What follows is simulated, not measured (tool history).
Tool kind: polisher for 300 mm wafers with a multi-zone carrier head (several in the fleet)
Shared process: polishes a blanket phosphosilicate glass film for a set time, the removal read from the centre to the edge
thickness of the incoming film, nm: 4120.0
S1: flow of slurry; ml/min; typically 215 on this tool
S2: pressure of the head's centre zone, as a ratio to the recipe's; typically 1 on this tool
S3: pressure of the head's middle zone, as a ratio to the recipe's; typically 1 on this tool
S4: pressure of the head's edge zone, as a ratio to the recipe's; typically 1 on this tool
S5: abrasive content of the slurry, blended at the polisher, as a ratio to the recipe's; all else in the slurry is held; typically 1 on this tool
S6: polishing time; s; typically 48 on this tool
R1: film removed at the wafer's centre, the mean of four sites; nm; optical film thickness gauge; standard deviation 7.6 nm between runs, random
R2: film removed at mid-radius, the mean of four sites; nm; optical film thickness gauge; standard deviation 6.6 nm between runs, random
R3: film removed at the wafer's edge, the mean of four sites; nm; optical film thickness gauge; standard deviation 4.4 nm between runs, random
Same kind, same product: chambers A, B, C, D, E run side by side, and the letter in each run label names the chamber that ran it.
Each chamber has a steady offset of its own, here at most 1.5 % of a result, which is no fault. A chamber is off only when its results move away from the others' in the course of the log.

| run | hour | S1 | S2 | S3 | S4 | S5 | S6 | R1 | R2 | R3 |
|---|---|---|---|---|---|---|---|---|---|---|
|  | 0.2 | chamber A: worn pad replaced by a new one |
|  | 1.6 | chamber B: worn pad replaced by a new one |
| 1D | 3.3 | 215 | 1 | 1 | 1 | 1 | 48 | 527.71 | 525.53 | 521.4 |
| 2C | 6.1 | 215 | 1 | 1 | 1 | 1 | 48 | 530.84 | 532.75 | 517.85 |
| 3B | 9.9 | 215 | 1 | 1 | 1 | 1 | 48 | 527 | 534.18 | 522.6 |
|  | 13.9 | chamber C: worn pad replaced by a new one |
| 4A | 14.1 | 215 | 1 | 1 | 1 | 1 | 48 | 532.84 | 526.32 | 518.2 |
| 5E | 18.2 | 215 | 1 | 1 | 1 | 1 | 48 | 510.61 | 508.8 | 522.7 |
| 6A | 22.4 | 215 | 1 | 1 | 1 | 1 | 48 | 533.84 | 513.68 | 522.75 |
| 7B | 26.8 | 215 | 1 | 1 | 1 | 1 | 48 | 521.29 | 522.06 | 523.97 |
|  | 27.9 | chamber E: worn pad replaced by a new one |
| 8E | 30 | 215 | 1 | 1 | 1 | 1 | 48 | 521.68 | 521.57 | 521.16 |
| 9C | 33 | 215 | 1 | 1 | 1 | 1 | 48 | 525.5 | 535.94 | 523.08 |
| 10D | 37 | 215 | 1 | 1 | 1 | 1 | 48 | 534.8 | 529.43 | 520.11 |
|  | 39.4 | chamber B: worn pad replaced by a new one |
|  | 40.1 | chamber D: worn pad replaced by a new one |
| 11C | 40.8 | 215 | 1 | 1 | 1 | 1 | 48 | 533.81 | 531.5 | 524.8 |
|  | 40.9 | chamber E: slurry nozzle cleaned |
| 12D | 44.3 | 215 | 1 | 1 | 1 | 1 | 48 | 535.33 | 524.07 | 528.44 |
|  | 46.3 | chamber A: centre zone pressure recalibrated |
| 13E | 47.1 | 215 | 1 | 1 | 1 | 1 | 48 | 512.69 | 524.76 | 522.75 |
| 14A | 51.2 | 215 | 1 | 1 | 1 | 1 | 48 | 497.63 | 519.43 | 521.3 |
|  | 54 | chamber A: worn pad replaced by a new one |
| 15B | 55.7 | 215 | 1 | 1 | 1 | 1 | 48 | 519.2 | 534.91 | 538.3 |
| 16C | 60.5 | 215 | 1 | 1 | 1 | 1 | 48 | 525.45 | 524.36 | 522.7 |
| 17A | 64.2 | 215 | 1 | 1 | 1 | 1 | 48 | 472.64 | 516.3 | 521.72 |
|  | 65.3 | chamber E: worn pad replaced by a new one |
| 18B | 67.2 | 215 | 1 | 1 | 1 | 1 | 48 | 515.23 | 521.03 | 520.38 |
|  | 67.8 | chamber D: slurry nozzle cleaned |
| 19D | 71 | 215 | 1 | 1 | 1 | 1 | 48 | 532.03 | 523.18 | 522.14 |
| 20E | 74.9 | 215 | 1 | 1 | 1 | 1 | 48 | 520 | 528.49 | 529.84 |
|  | 75.9 | chamber B: worn pad replaced by a new one |
|  | 76.4 | chamber D: edge zone pressure recalibrated |
| 21D | 78.8 | 140 | 1 | 1 | 1 | 1.2 | 48 | 538.41 | 540.74 | 541.48 |
|  | 79 | chamber C: worn pad replaced by a new one |
| 22A | 82.9 | 140 | 1 | 1 | 1 | 1.2 | 48 | 481.32 | 527.21 | 530.23 |
| 23B | 85.7 | 140 | 1 | 1 | 1 | 1.2 | 48 | 511.84 | 531.15 | 539.16 |
| 24E | 90.2 | 140 | 1 | 1 | 1 | 1.2 | 48 | 509.54 | 524.42 | 542.64 |
| 25C | 92.7 | 140 | 1 | 1 | 1 | 1.2 | 48 | 528.82 | 536.89 | 524.53 |
|  | 93.1 | chamber D: worn pad replaced by a new one |
| 26E | 97 | 215 | 1 | 1 | 1 | 1 | 48 | 514.44 | 521.35 | 523.58 |
|  | 98.7 | chamber E: worn pad replaced by a new one |
| 27A | 100.9 | 215 | 1 | 1 | 1 | 1 | 41 | 406.14 | 443.3 | 442.2 |
| 28C | 103 | 215 | 1 | 1 | 1 | 1 | 41 | 454.99 | 444.19 | 451.56 |
| 29D | 106.6 | 215 | 1 | 1 | 1 | 1 | 41 | 452.05 | 454.66 | 445.62 |
| 30B | 108.7 | 215 | 1 | 1 | 1 | 1 | 41 | 439.27 | 444.84 | 455.31 |
|  | 109.5 | chamber A: worn pad replaced by a new one |
|  | 111.6 | chamber C: slurry nozzle cleaned |
|  | 112 | chamber B: worn pad replaced by a new one |
| 31B | 112.6 | 215 | 1 | 1 | 1 | 1 | 41 | 430.23 | 465.23 | 445.35 |
| 32D | 114.7 | 215 | 1 | 1 | 1 | 1 | 48 | 538.29 | 525.52 | 528.36 |
| 33E | 119 | 215 | 1 | 0.96 | 1 | 1 | 48 | 512.94 | 499.3 | 531.92 |
| 34A | 122.4 | 215 | 1 | 0.96 | 1 | 1 | 48 | 487.9 | 507.83 | 531.72 |
| 35C | 127 | 215 | 1 | 0.96 | 1 | 1 | 48 | 529.82 | 498.67 | 522.02 |
|  | 130.4 | chamber E: worn pad replaced by a new one |
| 36A | 131.6 | 215 | 1 | 0.96 | 1 | 1 | 48 | 485 | 506.55 | 520.99 |
| 37C | 135.3 | 215 | 1 | 0.96 | 1 | 1 | 48 | 524.54 | 504.3 | 526.92 |
| 38E | 138.7 | 215 | 1 | 1 | 1 | 1 | 48 | 525.05 | 525.55 | 522.65 |
| 39B | 141.8 | 215 | 1 | 1 | 1 | 1 | 48 | 525.07 | 506 | 525.99 |
| 40D | 144.4 | 215 | 1 | 1 | 1 | 1 | 48 | 542.27 | 518.32 | 518.22 |
| 41A | 146.7 | 215 | 1 | 1 | 1 | 1 | 48 | 498.99 | 525.68 | 525.78 |
| 42E | 149.6 | 215 | 1 | 1 | 1 | 1 | 48 | 521.31 | 512.37 | 530.15 |

Does one chamber stand apart from the rest, does the shared gauge drift, or is all well apart from small per-chamber offsets? Give the chamber and the most likely cause, where there is one.

Chamber A has stood off from the others ever since a service on it.
What lies behind it: centre zone's pressure below its setpoint, % = 7.12.

Here are 4 candidates for chamber A's next run, each the usual settings with a change, their results left as question marks. Which one brings its results back in line with what the others give on the usual settings?
Allowed miss from the other chambers' usual-settings mean, per result, to count as in line: R1 27 nm; R2 23 nm; R3 15 nm
| 43A-1 | 153 | 210 | 0.94 | 1.01 | 1.02 | 1 | 48 | ? | ? | ? |
| 43A-2 | 153 | 220 | 1.06 | 0.99 | 0.98 | 1 | 48 | ? | ? | ? |
| 43A-3 | 153 | 205 | 0.87 | 1.01 | 1.05 | 1 | 47 | ? | ? | ? |
| 43A-4 | 153 | 225 | 1.13 | 0.99 | 0.95 | 1 | 49 | ? | ? | ? |

What the other chambers average on the usual settings: R1 523.98 nm; R2 523.12 nm; R3 524.38 nm
| run | R1 | R2 | R3 |
|---|---|---|---|
| 43A-1 | 445.8 | 522.81 | 526.95 |
| 43A-2 | 512.42 | 516.51 | 518.83 |
| 43A-3 | 398.97 | 510.3 | 522.52 |
| 43A-4 | 562.78 | 528.71 | 522.51 |
43A-2 brings the chamber back in line.
